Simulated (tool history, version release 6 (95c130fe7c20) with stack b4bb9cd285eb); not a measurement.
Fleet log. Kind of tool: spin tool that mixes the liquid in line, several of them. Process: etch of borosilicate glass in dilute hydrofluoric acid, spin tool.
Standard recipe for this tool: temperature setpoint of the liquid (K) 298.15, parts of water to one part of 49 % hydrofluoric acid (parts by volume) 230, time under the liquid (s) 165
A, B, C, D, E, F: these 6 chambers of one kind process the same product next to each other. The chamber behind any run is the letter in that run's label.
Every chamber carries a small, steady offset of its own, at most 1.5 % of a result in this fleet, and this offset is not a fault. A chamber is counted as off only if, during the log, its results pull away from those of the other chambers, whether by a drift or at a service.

run,hour,temperature setpoint of the liquid (K),parts of water to one part of 49 % hydrofluoric acid (parts by volume),time under the liquid (s),"read-back film thickness of the borosilicate glass reference wafer, read on the same gauge (nm)",thickness taken off the borosilicate glass on a monitor wafer (Å)
1A,7.0,298.15,230,165,150.00,204.76
2C,13.7,298.15,230,165,149.99,204.02
3F,19.3,298.15,230,165,150.00,202.14
4D,22.6,298.15,230,165,149.99,203.84
5B,29.6,298.15,230,165,149.99,200.61
6E,34.0,298.15,230,165,150.00,202.42
# hour 35.5: chamber C: thermometer replaced
7B,38.3,298.15,230,165,149.99,200.90
8F,43.5,298.15,230,165,150.01,201.71
9E,46.6,298.15,230,165,149.98,202.70
10C,51.2,298.15,230,165,150.01,203.66
11D,55.2,298.15,230,165,150.01,205.52
12A,60.6,298.15,230,165,150.00,204.42
13D,63.7,298.15,230,165,149.99,203.08
14E,68.1,298.15,230,165,150.02,203.86
15B,73.8,298.15,230,165,149.99,203.62
16A,80.5,298.15,230,165,150.01,204.74
# hour 80.7: chamber A: thermometer replaced
17F,87.2,298.15,230,165,149.98,203.54
18C,91.6,298.15,230,165,150.02,204.46
19E,95.2,298.15,230,165,150.00,203.14
20B,101.9,298.15,165,165,150.01,304.30
21D,105.4,298.15,165,165,150.03,306.24
22F,109.1,298.15,165,165,149.99,298.96
23C,114.2,298.15,165,165,149.99,305.61
24A,120.0,298.15,165,165,150.01,310.77
25C,126.0,298.15,165,165,150.02,306.06
26A,129.7,298.15,230,165,150.01,205.17
27D,136.6,298.15,230,165,150.00,202.55
28F,142.8,298.15,230,165,150.01,202.40
29E,146.4,298.15,230,165,150.01,203.76
30B,151.9,298.15,230,165,149.99,202.57
# hour 153.5: chamber D: hydrofluoric acid flow meter replaced
31E,158.1,298.15,230,225,150.01,275.79
32D,161.8,298.15,230,225,150.00,278.25
33B,167.8,298.15,230,225,150.03,276.05
34C,172.0,298.15,230,225,150.00,280.53
35F,177.9,298.15,230,225,150.04,278.35
36A,181.3,298.15,230,225,150.00,281.70

Each of the 6 chambers runs these same settings next. Fill in every chamber's results:
37A,186.4,298.15,230,165,,?
37B,186.4,298.15,230,165,,?
37C,186.4,298.15,230,165,,?
37D,186.4,298.15,230,165,,?
37E,186.4,298.15,230,165,,?
37F,186.4,298.15,230,165,,?

run,thickness taken off the borosilicate glass on a monitor wafer (Å)
37A,204.44
37B,204.16
37C,202.59
37D,202.96
37E,201.72
37F,201.25
